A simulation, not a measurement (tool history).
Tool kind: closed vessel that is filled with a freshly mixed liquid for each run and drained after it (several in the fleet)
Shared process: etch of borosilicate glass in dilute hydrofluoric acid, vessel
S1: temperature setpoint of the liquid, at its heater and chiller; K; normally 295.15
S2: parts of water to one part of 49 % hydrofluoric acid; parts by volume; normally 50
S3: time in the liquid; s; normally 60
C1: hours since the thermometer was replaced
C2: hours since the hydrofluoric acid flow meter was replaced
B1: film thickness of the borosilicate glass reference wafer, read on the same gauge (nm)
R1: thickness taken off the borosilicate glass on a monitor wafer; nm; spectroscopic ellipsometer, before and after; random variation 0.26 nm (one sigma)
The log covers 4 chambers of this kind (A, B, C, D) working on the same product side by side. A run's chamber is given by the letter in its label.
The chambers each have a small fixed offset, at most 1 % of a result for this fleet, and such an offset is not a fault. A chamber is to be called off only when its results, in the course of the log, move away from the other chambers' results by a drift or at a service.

run   hour      S1  S2  S3      C1     C2      B1      R1
 1D    7.3  295.15  50  60  1332.8  444.4  89.957  37.202
      10.5  -- chamber B: hydrofluoric acid flow meter replaced
 2B   12.4  295.15  50  60   614.4    1.9  90.012  36.475
 3A   23.2  295.15  50  60   974.0  420.6  89.999  36.239
 4C   28.6  295.15  50  60   415.6  468.8  90.007  36.913
 5C   37.6  295.15  50  60   424.6  477.8  89.975  36.647
 6D   44.4  295.15  50  60  1369.9  481.5  89.971  36.685
 7A   53.7  295.15  50  60  1004.5  451.1  89.982  36.501
 8B   64.1  295.15  65  60   666.1   53.6  89.993  27.708
 9B   72.2  295.15  65  60   674.2   61.7  90.021  28.100
10C   78.1  295.15  65  60   465.1  518.3  90.024  28.065
      80.2  -- chamber A: thermometer replaced
11D   85.0  295.15  65  60  1410.5  522.1  89.981  28.124
12A   94.3  295.15  50  60    14.1  491.7  89.999  36.699
13C  105.3  295.15  50  60   492.3  545.5  89.990  36.391
14A  111.3  295.15  50  60    31.1  508.7  90.042  36.363
15B  120.4  295.15  50  60   722.4  109.9  90.009  37.883
16D  127.7  295.15  25  60  1453.2  564.8  89.972  77.654
17C  136.2  295.15  25  60   523.2  576.4  90.013  73.865
18D  142.5  295.15  25  60  1468.0  579.6  89.970  77.548
19A  147.5  295.15  25  60    67.3  544.9  90.035  75.345
20B  156.0  295.15  50  60   758.0  145.5  89.996  39.225
21A  166.7  292.15  50  40    86.5  564.1  89.980  21.373
22C  174.5  292.15  50  40   561.5  614.7  89.968  21.103
23B  183.7  292.15  50  40   785.7  173.2  90.032  23.230
24D  194.3  292.15  50  40  1519.8  631.4  90.021  21.700
25B  199.9  295.15  50  60   801.9  189.4  89.964  39.566
26C  207.0  295.15  50  60   594.0  647.2  89.960  36.804
27A  213.8  295.15  50  60   133.6  611.2  89.936  36.958
28D  219.6  295.15  50  60  1545.1  656.7  90.010  36.585
29A  226.4  295.15  50  60   146.2  623.8  89.971  36.197
30D  235.7  295.15  50  70  1561.2  672.8  89.996  42.860

One chamber off, gauge drift, or nothing amiss beyond the chambers' own small offsets? If it is a chamber, which one, and what is the likeliest cause?

It is chamber B that slowly wanders off from its peers.
Likeliest cause: liquid hotter than its thermometer reads (K) = 2.53.
The log might look much the same if the cause were instead: hydrofluoric acid flow above the setpoint (%).

Here are 4 candidates for chamber B's next run, each the usual settings with a change, their results left as question marks. Which one brings its results back in line with what the others give on the usual settings?
Allowed miss from the other chambers' usual-settings mean, per result, to count as in line: R1 0.920 nm
31B-1  243.8  296.15  50  60               ?
31B-2  243.8  294.15  50  60               ?
31B-3  243.8  294.65  50  55               ?
31B-4  243.8  295.15  45  60               ?

Other chambers, usual settings, mean: R1 36.666 nm
  run      R1
31B-1  42.334
31B-2  39.050
31B-3  36.541
31B-4  45.413
The right change is 31B-3: it brings the chamber back within the allowed miss of the others.

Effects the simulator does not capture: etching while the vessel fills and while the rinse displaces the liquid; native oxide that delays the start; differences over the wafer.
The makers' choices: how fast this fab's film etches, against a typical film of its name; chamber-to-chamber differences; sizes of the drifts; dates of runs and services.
